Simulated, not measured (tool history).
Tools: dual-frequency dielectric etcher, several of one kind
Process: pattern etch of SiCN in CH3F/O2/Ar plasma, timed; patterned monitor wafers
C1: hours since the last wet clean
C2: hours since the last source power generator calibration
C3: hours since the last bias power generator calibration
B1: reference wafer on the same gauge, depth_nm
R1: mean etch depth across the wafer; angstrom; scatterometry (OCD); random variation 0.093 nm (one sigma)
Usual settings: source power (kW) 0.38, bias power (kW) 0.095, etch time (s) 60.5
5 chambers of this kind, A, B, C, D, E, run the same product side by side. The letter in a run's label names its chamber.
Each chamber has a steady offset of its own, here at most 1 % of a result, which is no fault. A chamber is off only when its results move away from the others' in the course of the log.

{"run": "1B", "day": 0.296, "source power (kW)": 0.38, "bias power (kW)": 0.095, "etch time (s)": 60.5, "C1": 295.2, "C2": 1458.1, "C3": 1074.1, "B1": 28.12, "R1": 244.3}
{"run": "2E", "day": 0.467, "source power (kW)": 0.38, "bias power (kW)": 0.095, "etch time (s)": 60.5, "C1": 188.4, "C2": 1430.9, "C3": 3710.1, "B1": 28.119, "R1": 248.34}
{"run": "3C", "day": 0.833, "source power (kW)": 0.38, "bias power (kW)": 0.095, "etch time (s)": 60.5, "C1": 396, "C2": 3640.4, "C3": 210.5, "B1": 28.107, "R1": 246.78}
{"run": "4D", "day": 1.042, "source power (kW)": 0.38, "bias power (kW)": 0.095, "etch time (s)": 60.5, "C1": 34, "C2": 1875.8, "C3": 4344.1, "B1": 28.072, "R1": 244.9}
{"run": "5A", "day": 1.217, "source power (kW)": 0.38, "bias power (kW)": 0.095, "etch time (s)": 60.5, "C1": 137.8, "C2": 2053.7, "C3": 2342.1, "B1": 28.102, "R1": 245.21}
{"run": "6B", "day": 1.412, "source power (kW)": 0.38, "bias power (kW)": 0.095, "etch time (s)": 60.5, "C1": 322, "C2": 1484.9, "C3": 1100.9, "B1": 28.126, "R1": 244.48}
{"run": "7A", "day": 1.671, "source power (kW)": 0.38, "bias power (kW)": 0.095, "etch time (s)": 60.5, "C1": 148.7, "C2": 2064.6, "C3": 2353, "B1": 28.078, "R1": 245.93}
{"run": "8E", "day": 1.946, "source power (kW)": 0.38, "bias power (kW)": 0.095, "etch time (s)": 60.5, "C1": 223.9, "C2": 1466.4, "C3": 3745.6, "B1": 28.081, "R1": 247.54}
{"day": 2.021, "done": "chamber C: wet clean of the chamber"}
{"run": "9D", "day": 2.262, "source power (kW)": 0.38, "bias power (kW)": 0.095, "etch time (s)": 60.5, "C1": 63.3, "C2": 1905.1, "C3": 4373.4, "B1": 28.106, "R1": 244.96}
{"run": "10C", "day": 2.642, "source power (kW)": 0.32, "bias power (kW)": 0.113, "etch time (s)": 60.5, "C1": 14.9, "C2": 3683.8, "C3": 253.9, "B1": 28.096, "R1": 247.55}
{"run": "11E", "day": 3.025, "source power (kW)": 0.32, "bias power (kW)": 0.113, "etch time (s)": 60.5, "C1": 249.8, "C2": 1492.3, "C3": 3771.5, "B1": 28.101, "R1": 248.71}
{"run": "12C", "day": 3.333, "source power (kW)": 0.32, "bias power (kW)": 0.113, "etch time (s)": 60.5, "C1": 31.5, "C2": 3700.4, "C3": 270.5, "B1": 28.106, "R1": 249.92}
{"run": "13B", "day": 3.667, "source power (kW)": 0.32, "bias power (kW)": 0.113, "etch time (s)": 60.5, "C1": 376.1, "C2": 1539, "C3": 1155, "B1": 28.106, "R1": 245.77}
{"run": "14A", "day": 3.979, "source power (kW)": 0.32, "bias power (kW)": 0.113, "etch time (s)": 60.5, "C1": 204.1, "C2": 2120, "C3": 2408.4, "B1": 28.091, "R1": 248.05}
{"run": "15D", "day": 4.154, "source power (kW)": 0.38, "bias power (kW)": 0.095, "etch time (s)": 60.5, "C1": 108.7, "C2": 1950.5, "C3": 4418.8, "B1": 28.076, "R1": 245.76}
{"run": "16C", "day": 4.379, "source power (kW)": 0.38, "bias power (kW)": 0.095, "etch time (s)": 60.5, "C1": 56.6, "C2": 3725.5, "C3": 295.6, "B1": 28.108, "R1": 247.26}
{"run": "17A", "day": 4.746, "source power (kW)": 0.38, "bias power (kW)": 0.112, "etch time (s)": 44.5, "C1": 222.5, "C2": 2138.4, "C3": 2426.8, "B1": 28.08, "R1": 192.34}
{"run": "18D", "day": 5.033, "source power (kW)": 0.38, "bias power (kW)": 0.112, "etch time (s)": 44.5, "C1": 129.8, "C2": 1971.6, "C3": 4439.9, "B1": 28.089, "R1": 191.78}
{"run": "19B", "day": 5.221, "source power (kW)": 0.38, "bias power (kW)": 0.112, "etch time (s)": 44.5, "C1": 413.4, "C2": 1576.3, "C3": 1192.3, "B1": 28.12, "R1": 191.89}
{"run": "20E", "day": 5.45, "source power (kW)": 0.38, "bias power (kW)": 0.112, "etch time (s)": 44.5, "C1": 308, "C2": 1550.5, "C3": 3829.7, "B1": 28.115, "R1": 193.82}
{"run": "21A", "day": 5.696, "source power (kW)": 0.38, "bias power (kW)": 0.112, "etch time (s)": 44.5, "C1": 245.3, "C2": 2161.2, "C3": 2449.6, "B1": 28.095, "R1": 193.65}
{"run": "22C", "day": 6.046, "source power (kW)": 0.38, "bias power (kW)": 0.095, "etch time (s)": 60.5, "C1": 96.6, "C2": 3765.5, "C3": 335.6, "B1": 28.109, "R1": 249.2}
{"run": "23D", "day": 6.317, "source power (kW)": 0.38, "bias power (kW)": 0.095, "etch time (s)": 60.5, "C1": 160.6, "C2": 2002.4, "C3": 4470.7, "B1": 28.081, "R1": 244.5}
{"day": 6.492, "done": "chamber D: bias power generator calibrated"}
{"run": "24B", "day": 6.508, "source power (kW)": 0.38, "bias power (kW)": 0.095, "etch time (s)": 60.5, "C1": 444.3, "C2": 1607.2, "C3": 1223.2, "B1": 28.096, "R1": 245.96}
{"run": "25E", "day": 6.717, "source power (kW)": 0.38, "bias power (kW)": 0.095, "etch time (s)": 60.5, "C1": 338.4, "C2": 1580.9, "C3": 3860.1, "B1": 28.077, "R1": 246.82}
{"run": "26E", "day": 6.971, "source power (kW)": 0.38, "bias power (kW)": 0.095, "etch time (s)": 60.5, "C1": 344.5, "C2": 1587, "C3": 3866.2, "B1": 28.101, "R1": 249.13}
{"run": "27C", "day": 7.25, "source power (kW)": 0.38, "bias power (kW)": 0.095, "etch time (s)": 60.5, "C1": 125.5, "C2": 3794.4, "C3": 364.5, "B1": 28.108, "R1": 245.2}
{"run": "28A", "day": 7.533, "source power (kW)": 0.38, "bias power (kW)": 0.095, "etch time (s)": 60.5, "C1": 289.4, "C2": 2205.3, "C3": 2493.7, "B1": 28.099, "R1": 245.84}
{"run": "29B", "day": 7.733, "source power (kW)": 0.38, "bias power (kW)": 0.095, "etch time (s)": 60.5, "C1": 473.7, "C2": 1636.6, "C3": 1252.6, "B1": 28.114, "R1": 250.7}
{"run": "30D", "day": 8.092, "source power (kW)": 0.38, "bias power (kW)": 0.095, "etch time (s)": 60.5, "C1": 203.2, "C2": 2045, "C3": 38.4, "B1": 28.123, "R1": 246.69}
{"run": "31E", "day": 8.379, "source power (kW)": 0.38, "bias power (kW)": 0.095, "etch time (s)": 60.5, "C1": 378.3, "C2": 1620.8, "C3": 3900, "B1": 28.099, "R1": 248.81}
{"run": "32D", "day": 8.688, "source power (kW)": 0.38, "bias power (kW)": 0.095, "etch time (s)": 60.5, "C1": 217.5, "C2": 2059.3, "C3": 52.7, "B1": 28.098, "R1": 246.52}
{"run": "33A", "day": 9.092, "source power (kW)": 0.38, "bias power (kW)": 0.095, "etch time (s)": 60.5, "C1": 326.8, "C2": 2242.7, "C3": 2531.1, "B1": 28.085, "R1": 247.31}
{"run": "34C", "day": 9.479, "source power (kW)": 0.48, "bias power (kW)": 0.095, "etch time (s)": 60.5, "C1": 179, "C2": 3847.9, "C3": 418, "B1": 28.089, "R1": 270.79}
{"run": "35B", "day": 9.783, "source power (kW)": 0.48, "bias power (kW)": 0.095, "etch time (s)": 60.5, "C1": 522.9, "C2": 1685.8, "C3": 1301.8, "B1": 28.08, "R1": 274.13}
{"run": "36C", "day": 10.154, "source power (kW)": 0.48, "bias power (kW)": 0.095, "etch time (s)": 60.5, "C1": 195.2, "C2": 3864.1, "C3": 434.2, "B1": 28.102, "R1": 270.76}
{"run": "37D", "day": 10.362, "source power (kW)": 0.48, "bias power (kW)": 0.095, "etch time (s)": 60.5, "C1": 257.7, "C2": 2099.5, "C3": 92.9, "B1": 28.104, "R1": 267.91}
{"run": "38B", "day": 10.654, "source power (kW)": 0.48, "bias power (kW)": 0.095, "etch time (s)": 60.5, "C1": 543.8, "C2": 1706.7, "C3": 1322.7, "B1": 28.103, "R1": 275.1}
{"day": 10.725, "done": "chamber E: wet clean of the chamber"}
{"run": "39A", "day": 10.946, "source power (kW)": 0.38, "bias power (kW)": 0.095, "etch time (s)": 60.5, "C1": 371.3, "C2": 2287.2, "C3": 2575.6, "B1": 28.099, "R1": 247.18}
{"run": "40E", "day": 11.192, "source power (kW)": 0.38, "bias power (kW)": 0.095, "etch time (s)": 60.5, "C1": 11.3, "C2": 1688.3, "C3": 3967.5, "B1": 28.105, "R1": 245.99}
{"run": "41A", "day": 11.412, "source power (kW)": 0.38, "bias power (kW)": 0.095, "etch time (s)": 60.5, "C1": 382.5, "C2": 2298.4, "C3": 2586.8, "B1": 28.107, "R1": 245.89}
{"run": "42D", "day": 11.708, "source power (kW)": 0.38, "bias power (kW)": 0.087, "etch time (s)": 69.5, "C1": 290, "C2": 2131.8, "C3": 125.2, "B1": 28.083, "R1": 275.08}
{"run": "43B", "day": 12.1, "source power (kW)": 0.38, "bias power (kW)": 0.087, "etch time (s)": 69.5, "C1": 578.5, "C2": 1741.4, "C3": 1357.4, "B1": 28.102, "R1": 280.6}

Is one chamber off against the others, does the gauge drift, or is nothing wrong? If a chamber is off, say which, and what the likeliest cause is.

Chamber B drifts away from the others.
Cause: etch rate over this chamber's usual, % = 3.82.

Here are 4 candidates for chamber B's next run, each the usual settings with a change, their results left as question marks. Which one brings its results back in line with what the others give on the usual settings?
In line means no further than this from the other chambers' mean on the usual settings: R1 3.3 angstrom
{"run": "44B-1", "day": 12.388, "source power (kW)": 0.38, "bias power (kW)": 0.095, "etch time (s)": 60, "R1": "?"}
{"run": "44B-2", "day": 12.388, "source power (kW)": 0.38, "bias power (kW)": 0.094, "etch time (s)": 59, "R1": "?"}
{"run": "44B-3", "day": 12.388, "source power (kW)": 0.38, "bias power (kW)": 0.096, "etch time (s)": 62, "R1": "?"}
{"run": "44B-4", "day": 12.388, "source power (kW)": 0.38, "bias power (kW)": 0.097, "etch time (s)": 60.5, "R1": "?"}

The other chambers' mean on the usual settings: R1 246.79 angstrom
run=44B-1 R1=252.15
run=44B-2 R1=246.95
run=44B-3 R1=261.59
run=44B-4 R1=256.27
44B-2 brings the chamber back in line.

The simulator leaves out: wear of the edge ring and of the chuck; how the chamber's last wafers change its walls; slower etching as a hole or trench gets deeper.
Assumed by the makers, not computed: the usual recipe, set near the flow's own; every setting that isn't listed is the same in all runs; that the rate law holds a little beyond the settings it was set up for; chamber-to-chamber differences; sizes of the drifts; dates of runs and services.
